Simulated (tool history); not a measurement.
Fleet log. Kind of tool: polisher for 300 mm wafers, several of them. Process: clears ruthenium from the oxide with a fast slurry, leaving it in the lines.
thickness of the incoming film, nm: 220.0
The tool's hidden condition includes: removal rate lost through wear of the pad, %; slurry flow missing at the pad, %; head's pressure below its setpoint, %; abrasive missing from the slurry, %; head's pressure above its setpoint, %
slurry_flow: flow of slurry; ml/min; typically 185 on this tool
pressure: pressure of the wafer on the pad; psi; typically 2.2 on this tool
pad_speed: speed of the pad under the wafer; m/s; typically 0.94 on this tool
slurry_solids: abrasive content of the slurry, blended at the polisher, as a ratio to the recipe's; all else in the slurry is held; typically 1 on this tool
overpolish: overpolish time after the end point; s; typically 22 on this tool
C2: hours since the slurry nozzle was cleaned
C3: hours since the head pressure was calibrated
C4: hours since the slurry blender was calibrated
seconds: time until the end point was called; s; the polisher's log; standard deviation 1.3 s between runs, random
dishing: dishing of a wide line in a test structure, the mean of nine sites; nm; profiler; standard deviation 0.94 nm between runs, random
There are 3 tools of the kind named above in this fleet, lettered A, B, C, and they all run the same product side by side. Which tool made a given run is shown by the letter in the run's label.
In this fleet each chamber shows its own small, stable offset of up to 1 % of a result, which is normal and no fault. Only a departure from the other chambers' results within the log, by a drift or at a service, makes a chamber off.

run 1B hour=3.0 | slurry_flow=185 pressure=2.2 pad_speed=0.94 slurry_solids=1 overpolish=22 | wafers_polished_on_this_pad=418 C2=178.4 C3=907.0 C4=24.7 | seconds=67.031 dishing=55.926
run 2A hour=6.8 | slurry_flow=185 pressure=2.2 pad_speed=0.94 slurry_solids=1 overpolish=22 | wafers_polished_on_this_pad=362 C2=896.7 C3=638.3 C4=235.9 | seconds=65.514 dishing=55.248
run 3C hour=10.6 | slurry_flow=185 pressure=2.2 pad_speed=0.94 slurry_solids=1 overpolish=22 | wafers_polished_on_this_pad=415 C2=178.4 C3=241.3 C4=112.2 | seconds=63.788 dishing=57.051
run 4B hour=17.0 | slurry_flow=185 pressure=2.2 pad_speed=0.94 slurry_solids=1 overpolish=22 | wafers_polished_on_this_pad=609 C2=192.4 C3=921.0 C4=38.7 | seconds=66.320 dishing=55.356
run 5C hour=22.5 | slurry_flow=185 pressure=2.2 pad_speed=0.94 slurry_solids=1 overpolish=22 | wafers_polished_on_this_pad=578 C2=190.3 C3=253.2 C4=124.1 | seconds=63.079 dishing=55.517
run 6A hour=28.5 | slurry_flow=145 pressure=2.2 pad_speed=0.76 slurry_solids=1 overpolish=22 | wafers_polished_on_this_pad=658 C2=918.4 C3=660.0 C4=257.6 | seconds=85.196 dishing=44.463
run 7B hour=33.8 | slurry_flow=145 pressure=2.2 pad_speed=0.76 slurry_solids=1 overpolish=22 | wafers_polished_on_this_pad=838 C2=209.2 C3=937.8 C4=55.5 | seconds=83.523 dishing=44.684
run 8A hour=39.9 | slurry_flow=145 pressure=2.2 pad_speed=0.76 slurry_solids=1 overpolish=22 | wafers_polished_on_this_pad=813 C2=929.8 C3=671.4 C4=269.0 | seconds=84.722 dishing=43.402
-- hour=42.0 chamber A: worn pad replaced by a new one
run 9C hour=46.2 | slurry_flow=185 pressure=2.2 pad_speed=0.94 slurry_solids=1 overpolish=22 | wafers_polished_on_this_pad=901 C2=214.0 C3=276.9 C4=147.8 | seconds=65.638 dishing=55.416
-- hour=49.2 chamber C: worn pad replaced by a new one
run 10A hour=52.5 | slurry_flow=185 pressure=2.2 pad_speed=0.94 slurry_solids=1 overpolish=22 | wafers_polished_on_this_pad=143 C2=942.4 C3=684.0 C4=281.6 | seconds=68.235 dishing=53.991
-- hour=55.7 chamber A: slurry nozzle cleaned
run 11C hour=57.6 | slurry_flow=185 pressure=2.2 pad_speed=0.94 slurry_solids=1 overpolish=22 | wafers_polished_on_this_pad=115 C2=225.4 C3=288.3 C4=159.2 | seconds=68.692 dishing=53.547
run 12B hour=61.0 | slurry_flow=185 pressure=2.2 pad_speed=1.04 slurry_solids=1 overpolish=22 | wafers_polished_on_this_pad=1209 C2=236.4 C3=965.0 C4=82.7 | seconds=61.717 dishing=59.778
run 13C hour=65.8 | slurry_flow=185 pressure=2.2 pad_speed=1.04 slurry_solids=1 overpolish=22 | wafers_polished_on_this_pad=227 C2=233.6 C3=296.5 C4=167.4 | seconds=60.514 dishing=60.572
run 14B hour=68.8 | slurry_flow=185 pressure=2.2 pad_speed=1.04 slurry_solids=1 overpolish=22 | wafers_polished_on_this_pad=1315 C2=244.2 C3=972.8 C4=90.5 | seconds=59.031 dishing=62.037
run 15A hour=72.0 | slurry_flow=185 pressure=2.2 pad_speed=0.94 slurry_solids=1 overpolish=22 | wafers_polished_on_this_pad=409 C2=16.4 C3=703.5 C4=301.1 | seconds=73.372 dishing=51.316
run 16B hour=75.1 | slurry_flow=185 pressure=1.7 pad_speed=0.94 slurry_solids=1 overpolish=22 | wafers_polished_on_this_pad=1401 C2=250.5 C3=979.1 C4=96.8 | seconds=87.454 dishing=43.930
run 17A hour=79.5 | slurry_flow=185 pressure=1.7 pad_speed=0.94 slurry_solids=1 overpolish=22 | wafers_polished_on_this_pad=511 C2=23.9 C3=711.0 C4=308.6 | seconds=93.677 dishing=40.780
run 18C hour=85.3 | slurry_flow=185 pressure=1.7 pad_speed=0.94 slurry_solids=1 overpolish=22 | wafers_polished_on_this_pad=493 C2=253.1 C3=316.0 C4=186.9 | seconds=85.618 dishing=45.034
-- hour=86.6 chamber B: worn pad replaced by a new one
run 19C hour=90.5 | slurry_flow=160 pressure=2.2 pad_speed=1.14 slurry_solids=1 overpolish=22 | wafers_polished_on_this_pad=563 C2=258.3 C3=321.2 C4=192.1 | seconds=56.592 dishing=63.375
run 20B hour=95.8 | slurry_flow=160 pressure=2.2 pad_speed=1.14 slurry_solids=1 overpolish=22 | wafers_polished_on_this_pad=125 C2=271.2 C3=999.8 C4=117.5 | seconds=56.411 dishing=63.530
run 21A hour=101.0 | slurry_flow=160 pressure=2.2 pad_speed=1.14 slurry_solids=1 overpolish=22 | wafers_polished_on_this_pad=804 C2=45.4 C3=732.5 C4=330.1 | seconds=64.097 dishing=56.091
run 22C hour=103.8 | slurry_flow=185 pressure=2.2 pad_speed=0.94 slurry_solids=1 overpolish=22 | wafers_polished_on_this_pad=745 C2=271.6 C3=334.5 C4=205.4 | seconds=63.927 dishing=56.112
-- hour=104.7 chamber A: worn pad replaced by a new one
run 23A hour=108.1 | slurry_flow=185 pressure=2.2 pad_speed=0.94 slurry_solids=1 overpolish=22 | wafers_polished_on_this_pad=47 C2=52.5 C3=739.6 C4=337.2 | seconds=82.706 dishing=47.090

Predict what each chamber gives when all 3 of them run the settings below next.
run 24A hour=112.8 | slurry_flow=185 pressure=2.2 pad_speed=0.94 slurry_solids=1 overpolish=22 | seconds=? dishing=?
run 24B hour=112.8 | slurry_flow=185 pressure=2.2 pad_speed=0.94 slurry_solids=1 overpolish=22 | seconds=? dishing=?
run 24C hour=112.8 | slurry_flow=185 pressure=2.2 pad_speed=0.94 slurry_solids=1 overpolish=22 | seconds=? dishing=?

run=24A seconds=81.827 dishing=46.557
run=24B seconds=67.711 dishing=55.998
run=24C seconds=65.903 dishing=56.600
